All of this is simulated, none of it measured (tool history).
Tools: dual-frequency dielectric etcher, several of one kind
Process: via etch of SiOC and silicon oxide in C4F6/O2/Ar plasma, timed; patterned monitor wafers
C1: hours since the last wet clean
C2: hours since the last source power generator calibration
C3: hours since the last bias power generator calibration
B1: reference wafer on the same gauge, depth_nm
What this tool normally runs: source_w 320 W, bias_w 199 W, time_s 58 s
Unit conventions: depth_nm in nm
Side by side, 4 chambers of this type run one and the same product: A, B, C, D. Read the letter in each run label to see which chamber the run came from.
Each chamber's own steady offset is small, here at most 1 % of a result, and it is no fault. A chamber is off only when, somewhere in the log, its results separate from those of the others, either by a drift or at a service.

Run 1C, hour 11.6: usual settings; C1 69.8; C2 1037.5; C3 915.2; B1 61.569. Result: depth_nm 61.476 nm.
Run 2B, hour 17.7: usual settings; C1 142; C2 2515.5; C3 1801.1; B1 61.567. Result: depth_nm 62.413 nm.
Run 3A, hour 30: usual settings; C1 42.6; C2 3572.8; C3 1185; B1 61.57. Result: depth_nm 61.838 nm.
Run 4D, hour 39.4: usual settings; C1 316.2; C2 3049.9; C3 2870.2; B1 61.571. Result: depth_nm 62.076 nm.
Run 5D, hour 48.6: usual settings; C1 325.4; C2 3059.1; C3 2879.4; B1 61.553. Result: depth_nm 62.177 nm.
Run 6C, hour 57.3: usual settings; C1 115.5; C2 1083.2; C3 960.9; B1 61.56. Result: depth_nm 61.53 nm.
Run 7A, hour 64.3: usual settings; C1 76.9; C2 3607.1; C3 1219.3; B1 61.546. Result: depth_nm 61.828 nm.
Run 8B, hour 73.9: usual settings; C1 198.2; C2 2571.7; C3 1857.3; B1 61.532. Result: depth_nm 62.386 nm.
Run 9A, hour 81.5: usual settings; C1 94.1; C2 3624.3; C3 1236.5; B1 61.53. Result: depth_nm 61.77 nm.
At hour 82.4: chamber A: source power generator calibrated.
Run 10D, hour 89.1: usual settings; C1 365.9; C2 3099.6; C3 2919.9; B1 61.512. Result: depth_nm 61.976 nm.
At hour 93.9: chamber D: wet clean of the chamber.
Run 11C, hour 95.5: usual settings; C1 153.7; C2 1121.4; C3 999.1; B1 61.506. Result: depth_nm 61.552 nm.
Run 12B, hour 106: usual settings; C1 230.3; C2 2603.8; C3 1889.4; B1 61.508. Result: depth_nm 62.438 nm.
Run 13A, hour 115.4: usual settings; C1 128; C2 33; C3 1270.4; B1 61.492. Result: depth_nm 61.9 nm.
Run 14C, hour 125.9: usual settings; C1 184.1; C2 1151.8; C3 1029.5; B1 61.476. Result: depth_nm 61.476 nm.
Run 15B, hour 136.6: usual settings but bias_w 232 W, time_s 68.5 s; C1 260.9; C2 2634.4; C3 1920; B1 61.478. Result: depth_nm 77.512 nm.
Run 16D, hour 144.2: usual settings but bias_w 232 W, time_s 68.5 s; C1 50.4; C2 3154.7; C3 2975; B1 61.462. Result: depth_nm 77.07 nm.
Run 17A, hour 152.2: usual settings but bias_w 232 W, time_s 68.5 s; C1 164.8; C2 69.8; C3 1307.2; B1 61.46. Result: depth_nm 76.917 nm.
Run 18D, hour 159.9: usual settings but bias_w 232 W, time_s 68.5 s; C1 66.1; C2 3170.4; C3 2990.7; B1 61.46. Result: depth_nm 77.193 nm.
Run 19C, hour 166.5: usual settings; C1 224.7; C2 1192.4; C3 1070.1; B1 61.436. Result: depth_nm 61.384 nm.
Run 20B, hour 178: usual settings; C1 302.3; C2 2675.8; C3 1961.4; B1 61.438. Result: depth_nm 62.18 nm.
Run 21D, hour 186.5: usual settings; C1 92.7; C2 3197; C3 3017.3; B1 61.412. Result: depth_nm 61.88 nm.
Run 22C, hour 194.4: usual settings but bias_w 240 W, time_s 46.5 s; C1 252.6; C2 1220.3; C3 1098; B1 61.428. Result: depth_nm 52.301 nm.
At hour 195.1: chamber D: bias power generator calibrated.
Run 23B, hour 203.2: usual settings but bias_w 240 W, time_s 46.5 s; C1 327.5; C2 2701; C3 1986.6; B1 61.419. Result: depth_nm 53.145 nm.
Run 24A, hour 208.8: usual settings but bias_w 240 W, time_s 46.5 s; C1 221.4; C2 126.4; C3 1363.8; B1 61.417. Result: depth_nm 52.755 nm.
Run 25D, hour 217.9: usual settings but bias_w 240 W, time_s 46.5 s; C1 124.1; C2 3228.4; C3 22.9; B1 61.405. Result: depth_nm 52.961 nm.
Run 26A, hour 226.5: usual settings; C1 239.1; C2 144.1; C3 1381.5; B1 61.384. Result: depth_nm 61.732 nm.
Run 27B, hour 236.8: usual settings; C1 361.1; C2 2734.6; C3 2020.2; B1 61.381. Result: depth_nm 62.311 nm.
Run 28C, hour 247.7: usual settings; C1 305.9; C2 1273.6; C3 1151.3; B1 61.372. Result: depth_nm 61.233 nm.
Run 29D, hour 254.1: usual settings but bias_w 216 W, time_s 66 s; C1 160.3; C2 3264.6; C3 59.1; B1 61.353. Result: depth_nm 72.496 nm.
Run 30C, hour 263: usual settings but bias_w 216 W, time_s 66 s; C1 321.2; C2 1288.9; C3 1166.6; B1 61.362. Result: depth_nm 71.726 nm.
Run 31A, hour 272: usual settings but bias_w 216 W, time_s 66 s; C1 284.6; C2 189.6; C3 1427; B1 61.355. Result: depth_nm 72.24 nm.
Run 32B, hour 281.9: usual settings but bias_w 216 W, time_s 66 s; C1 406.2; C2 2779.7; C3 2065.3; B1 61.343. Result: depth_nm 72.817 nm.
Run 33B, hour 288.5: usual settings; C1 412.8; C2 2786.3; C3 2071.9; B1 61.341. Result: depth_nm 62.199 nm.

Does one chamber stand apart from the rest, does the shared gauge drift, or is all well apart from small per-chamber offsets? Give the chamber and the most likely cause, where there is one.

It is the gauge, not a chamber: its drift shows up in every chamber's results at once, and no chamber is off.
Likeliest cause: gauge reads low (%) = 0.442.
